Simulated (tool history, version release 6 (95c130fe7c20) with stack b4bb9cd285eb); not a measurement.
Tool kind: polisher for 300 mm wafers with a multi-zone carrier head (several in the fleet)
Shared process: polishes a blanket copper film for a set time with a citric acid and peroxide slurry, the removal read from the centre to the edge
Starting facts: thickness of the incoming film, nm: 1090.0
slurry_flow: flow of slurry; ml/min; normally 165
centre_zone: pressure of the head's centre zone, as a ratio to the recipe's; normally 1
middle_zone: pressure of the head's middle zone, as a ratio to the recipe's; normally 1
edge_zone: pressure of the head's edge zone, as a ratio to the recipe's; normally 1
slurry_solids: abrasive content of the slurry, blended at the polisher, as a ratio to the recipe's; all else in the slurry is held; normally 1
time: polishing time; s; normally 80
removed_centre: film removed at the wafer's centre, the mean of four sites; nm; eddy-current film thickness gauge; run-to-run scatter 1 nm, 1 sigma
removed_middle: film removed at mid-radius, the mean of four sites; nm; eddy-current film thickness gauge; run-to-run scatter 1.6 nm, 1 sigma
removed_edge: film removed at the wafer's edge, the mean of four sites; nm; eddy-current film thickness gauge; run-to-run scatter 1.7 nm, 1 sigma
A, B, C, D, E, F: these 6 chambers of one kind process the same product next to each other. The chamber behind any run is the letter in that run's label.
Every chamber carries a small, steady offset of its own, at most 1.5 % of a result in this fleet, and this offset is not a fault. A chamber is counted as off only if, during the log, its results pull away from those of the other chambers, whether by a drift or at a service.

run,hour,slurry_flow,centre_zone,middle_zone,edge_zone,slurry_solids,time,wafers polished on this pad,hours since the slurry nozzle was cleaned,hours since the centre zone pressure was calibrated,hours since the edge zone pressure was calibrated,removed_centre,removed_middle,removed_edge
1C,5.4,165,1,1,1,1,80,260,834.3,1082.4,361.7,115.55,115.75,116.15
# hour 8: chamber D: worn pad replaced by a new one
2A,9.8,165,1,1,1,1,80,544,519.4,132.6,171.1,114.69,118.08,118.9
3F,14.5,165,1,1,1,1,80,983,394.8,494.3,87,116.29,116.1,111.48
4B,21.4,165,1,1,1,1,80,794,587.9,1312.6,758.5,117.83,112.06,114.55
# hour 21.7: chamber B: centre zone pressure recalibrated
# hour 25.4: chamber A: slurry nozzle cleaned
5D,28.7,165,1,1,1,1,80,117,286.5,1046.1,206.2,116.58,115.4,114.96
# hour 33.8: chamber A: worn pad replaced by a new one
6E,35.1,165,1,1,1,1,80,427,51.8,811,370.5,116.23,117.84,115.85
# hour 37.9: chamber E: centre zone pressure recalibrated
7F,42.3,165,1,1,1,1,80,1141,422.6,522.1,114.8,114.23,115.78,119.13
# hour 45.2: chamber C: worn pad replaced by a new one
8D,48.1,165,1,1,1,1,80,227,305.9,1065.5,225.6,117.1,115.78,117.76
# hour 48.9: chamber C: slurry nozzle cleaned
# hour 50.9: chamber F: worn pad replaced by a new one
9C,52.1,165,1,1.07,1,1.3,80,39,3.2,1129.1,408.4,122.26,131.34,123.42
10B,57.6,165,1,1.07,1,1.3,80,1000,624.1,36,794.7,123.04,131.87,121.98
11A,62.9,165,1,1.07,1,1.3,80,165,37.6,185.7,224.2,125.23,133.9,122.24
12E,67.1,165,1,1.07,1,1.3,80,609,83.8,29.2,402.5,123.47,133.76,123.32
13E,71.3,165,1,1.07,1,1.3,80,633,88,33.4,406.7,122.27,133.31,119.54
14F,78.2,165,1,1.07,1,1.3,80,155,458.5,558,150.7,123.17,131.44,121.3
15C,83.7,165,1,1,1,1,80,219,34.8,1160.7,440,117.38,117.23,118.58
16A,88.7,165,1,1,1,1,80,312,63.4,211.5,250,115.56,115.32,115.58
17B,94.7,165,1,1,1,1,80,1210,661.2,73.1,831.8,115.2,116.22,116.84
# hour 96.7: chamber D: worn pad replaced by a new one
18D,100.4,165,1,1,1,1,80,21,358.2,1117.8,277.9,117.9,118.43,114.22
19B,104,165,1,1,1,1,80,1263,670.5,82.4,841.1,115.51,114.67,116.4
20E,108.7,165,1,1,1,1,80,845,125.4,70.8,444.1,116.93,119.27,115.75
# hour 114.4: chamber C: centre zone pressure recalibrated
21C,116.1,165,1,1,1,1,80,403,67.2,1.7,472.4,123.78,116.74,116.21
22D,120.4,165,1,1,1,1,65,134,378.2,1137.8,297.9,95.659,93.078,91.734
23F,126.4,165,1,1,1,1,65,428,506.7,606.2,198.9,94.859,93.743,94.353
24A,133.5,165,1,1,1,1,65,566,108.2,256.3,294.8,96.27,94.208,93.539
# hour 136.5: chamber B: worn pad replaced by a new one
25E,137.5,165,1,1,1,1,65,1009,154.2,99.6,472.9,94.363,93.838,93.071
26A,143,165,1,1,1,1,65,620,117.7,265.8,304.3,93.666,95.449,93.778
27F,147.6,165,1,1,1,1,65,549,527.9,627.4,220.1,95.345,94.387,94.342
# hour 154.8: chamber C: worn pad replaced by a new one
28B,155.3,165,1,1,1,1,80,106,721.8,133.7,892.4,115.44,116.87,117.44
29C,159.8,165,1,1,1,1,80,28,110.9,45.4,516.1,121.96,116.32,114.48
# hour 161.1: chamber A: worn pad replaced by a new one
30D,164.1,165,1,1,1,1,80,383,421.9,1181.5,341.6,118.8,116.21,115.82
31A,167.9,165,1,1,1,1,80,38,142.6,290.7,329.2,115.27,118.74,116.67
32D,174.7,165,1,1,1,1,80,443,432.5,1192.1,352.2,118.29,114.12,114.86
33C,178.4,165,1,1,1,1.3,80,134,129.5,64,534.7,130.38,122.39,125.28
# hour 184.9: chamber E: worn pad replaced by a new one
34E,185.5,165,1,1,1,1.3,80,3,202.2,147.6,520.9,122.31,125.39,121.78
# hour 185.9: chamber D: worn pad replaced by a new one
35B,189.9,165,1,1,1,1.3,80,303,756.4,168.3,927,124.16,118.35,122.72
36F,194.5,165,1,1,1,1.3,80,815,574.8,674.3,267,121.37,121.56,125.1
37D,198,165,1,1,1,1.3,80,68,455.8,1215.4,375.5,122.18,120.57,119.97
38E,203.4,165,1,1,1,1.3,80,105,220.1,165.5,538.8,122.87,124.68,121.79
39A,210.8,165,0.93,1,1.04,1,80,282,185.5,333.6,372.1,108.81,114.4,119.91
40C,214.5,165,0.93,1,1.04,1,80,339,165.6,100.1,570.8,114.74,115.44,123.34

Has any chamber moved away from the others, gradually or after a service, or does the common gauge drift, or do the chambers differ only by their own small steady offsets? State the chamber and the most likely cause if one applies.

The work done on chamber C during a service left it standing apart from the others.
Cause: centre zone's pressure above its setpoint, % = 5.53.

Which of the 4 candidates below, each the usual settings with something changed and its results left as question marks, puts chamber C back in line with what the other chambers give on the usual settings?
In line means no further than this from the other chambers' mean on the usual settings: removed_centre 3.5 nm; removed_middle 5.4 nm; removed_edge 5.8 nm
41C-1,220.2,170,1.04,0.99,0.98,1,81,,,,,?,?,?
41C-2,220.2,160,0.92,1.01,1.03,1,78,,,,,?,?,?
41C-3,220.2,170,1.08,0.99,0.97,1,82,,,,,?,?,?
41C-4,220.2,160,0.96,1.01,1.02,1,79,,,,,?,?,?

Mean of the other chambers on the usual settings: removed_centre 116.35 nm; removed_middle 115.83 nm; removed_edge 115.71 nm
run,removed_centre,removed_middle,removed_edge
41C-1,131.17,118.32,116.9
41C-2,109.39,114.84,114.62
41C-3,138.26,119.76,117.71
41C-4,115.99,116.29,115.49
With 41C-4, the chamber falls back in line with the rest.

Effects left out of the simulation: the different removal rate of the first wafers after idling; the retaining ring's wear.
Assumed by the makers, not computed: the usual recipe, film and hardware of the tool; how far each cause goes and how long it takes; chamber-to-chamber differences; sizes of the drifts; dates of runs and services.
